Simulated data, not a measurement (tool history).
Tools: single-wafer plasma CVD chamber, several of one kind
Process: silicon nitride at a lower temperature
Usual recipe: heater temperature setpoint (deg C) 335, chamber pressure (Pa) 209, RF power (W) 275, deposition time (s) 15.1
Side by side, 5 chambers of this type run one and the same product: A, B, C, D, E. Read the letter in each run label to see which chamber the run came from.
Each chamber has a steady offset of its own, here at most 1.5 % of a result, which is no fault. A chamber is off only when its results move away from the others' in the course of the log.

run   hour  heater temperature setpoint (deg C)  chamber pressure (Pa)  RF power (W)  deposition time (s)  hours since the last thermocouple change  hours since the last RF generator calibration  hours since the last manometer calibration  read-back reference wafer on the same gauge, thickness_nm  mean film thickness on the monitor wafer (angstrom)
 1E    6.6                                  335                    209           275                 15.1                                      1712                                          177.6                                      1811.6                                                     19.002                                                169.4
 2B   12.8                                  335                    209           275                 15.1                                    1914.9                                          243.7                                       500.8                                                     19.021                                               166.56
 3C   17.3                                  335                    209           275                 15.1                                     635.9                                         1075.8                                         481                                                     18.999                                               166.29
 4A   21.8                                  335                    209           275                 15.1                                    2387.4                                          481.6                                         514                                                     18.985                                               168.81
 5D   25.8                                  335                    209           275                 15.1                                     139.5                                          750.1                                         211                                                     18.999                                               169.28
 6C   32.9                                  346                    209           275                 17.8                                     651.5                                         1091.4                                       496.6                                                     19.003                                               195.76
 7E   40.7                                  346                    209           275                 17.8                                    1746.1                                          211.7                                      1845.7                                                     19.015                                               199.96
 8A   44.5                                  346                    209           275                 17.8                                    2410.1                                          504.3                                       536.7                                                     18.996                                               196.01
 9B   51.1                                  346                    209           275                 17.8                                    1953.2                                            282                                       539.1                                                     19.009                                               196.47
10D   55.8                                  346                    209           275                 17.8                                     169.5                                          780.1                                         241                                                     18.982                                               197.24
11B     60                                  335                    209           275                 13.5                                    1962.1                                          290.9                                         548                                                     18.999                                               148.61
12A   64.8                                  335                    209           275                 13.5                                    2430.4                                          524.6                                         557                                                     18.987                                                149.6
13C   70.6                                  335                    209           275                 13.5                                     689.2                                         1129.1                                       534.3                                                     19.014                                               148.98
14E   74.6                                  335                    209           275                 13.5                                      1780                                          245.6                                      1879.6                                                     18.998                                               151.67
15D   78.5                                  335                    209           275                 13.5                                     192.2                                          802.8                                       263.7                                                     19.026                                                151.9
16A   86.8                                  322                    209           275                 15.1                                    2452.4                                          546.6                                         579                                                     18.993                                               166.07
17B   92.3                                  322                    209           275                 15.1                                    1994.4                                          323.2                                       580.3                                                     18.996                                               167.73
18D   97.5                                  322                    209           275                 15.1                                     211.2                                          821.8                                       282.7                                                     19.014                                               168.98
       100  -- chamber C: RF generator calibrated
19E  103.5                                  322                    209           275                 15.1                                    1808.9                                          274.5                                      1908.5                                                     18.986                                                171.2
20C  108.2                                  322                    209           275                 15.1                                     726.8                                            8.2                                       571.9                                                     18.998                                               167.43
21B  112.9                                  335                    209           275                 15.1                                      2015                                          343.8                                       600.9                                                     18.982                                               166.47
22A  117.2                                  335                    209           275                 15.1                                    2482.8                                            577                                       609.4                                                     19.014                                               164.05
23D  122.5                                  335                    209           275                 15.1                                     236.2                                          846.8                                       307.7                                                     19.012                                               168.59
24E  129.5                                  335                    209           275                 15.1                                    1834.9                                          300.5                                      1934.5                                                     18.985                                               170.56
25C  133.9                                  322                    209           220                 15.1                                     752.5                                           33.9                                       597.6                                                     18.996                                               142.46
26C  140.2                                  322                    209           220                 15.1                                     758.8                                           40.2                                       603.9                                                     18.986                                               142.56
     140.4  -- chamber D: RF generator calibrated
27B  147.1                                  322                    209           220                 15.1                                    2049.2                                            378                                       635.1                                                      18.98                                               142.62
28D  154.5                                  322                    209           220                 15.1                                     268.2                                           14.2                                       339.7                                                     19.015                                                143.5
29E  159.3                                  322                    209           220                 15.1                                    1864.7                                          330.3                                      1964.3                                                     19.005                                               144.57
30A    165                                  335                    209           275                 15.1                                    2530.6                                          624.8                                       657.2                                                     18.987                                               161.92
31E  169.6                                  335                    209           300                 13.1                                      1875                                          340.6                                      1974.6                                                     18.993                                               156.57
32D  175.9                                  335                    209           300                 13.1                                     289.6                                           35.6                                       361.1                                                     18.991                                               156.04
33B  182.1                                  335                    209           300                 13.1                                    2084.2                                            413                                       670.1                                                     18.995                                               153.55
34A  189.6                                  335                    209           300                 13.1                                    2555.2                                          649.4                                       681.8                                                     18.993                                               148.46

Next, all 5 chambers run the settings below, one line each with question marks for the results. What does each chamber give?
35A  195.7                                  323                    209           275                 15.1                                                                                                                                                                                                                                                    ?
35B  195.7                                  323                    209           275                 15.1                                                                                                                                                                                                                                                    ?
35C  195.7                                  323                    209           275                 15.1                                                                                                                                                                                                                                                    ?
35D  195.7                                  323                    209           275                 15.1                                                                                                                                                                                                                                                    ?
35E  195.7                                  323                    209           275                 15.1                                                                                                                                                                                                                                                    ?

run  mean film thickness on the monitor wafer (angstrom)
35A                                               160.92
35B                                               167.47
35C                                               166.95
35D                                               169.58
35E                                               171.39

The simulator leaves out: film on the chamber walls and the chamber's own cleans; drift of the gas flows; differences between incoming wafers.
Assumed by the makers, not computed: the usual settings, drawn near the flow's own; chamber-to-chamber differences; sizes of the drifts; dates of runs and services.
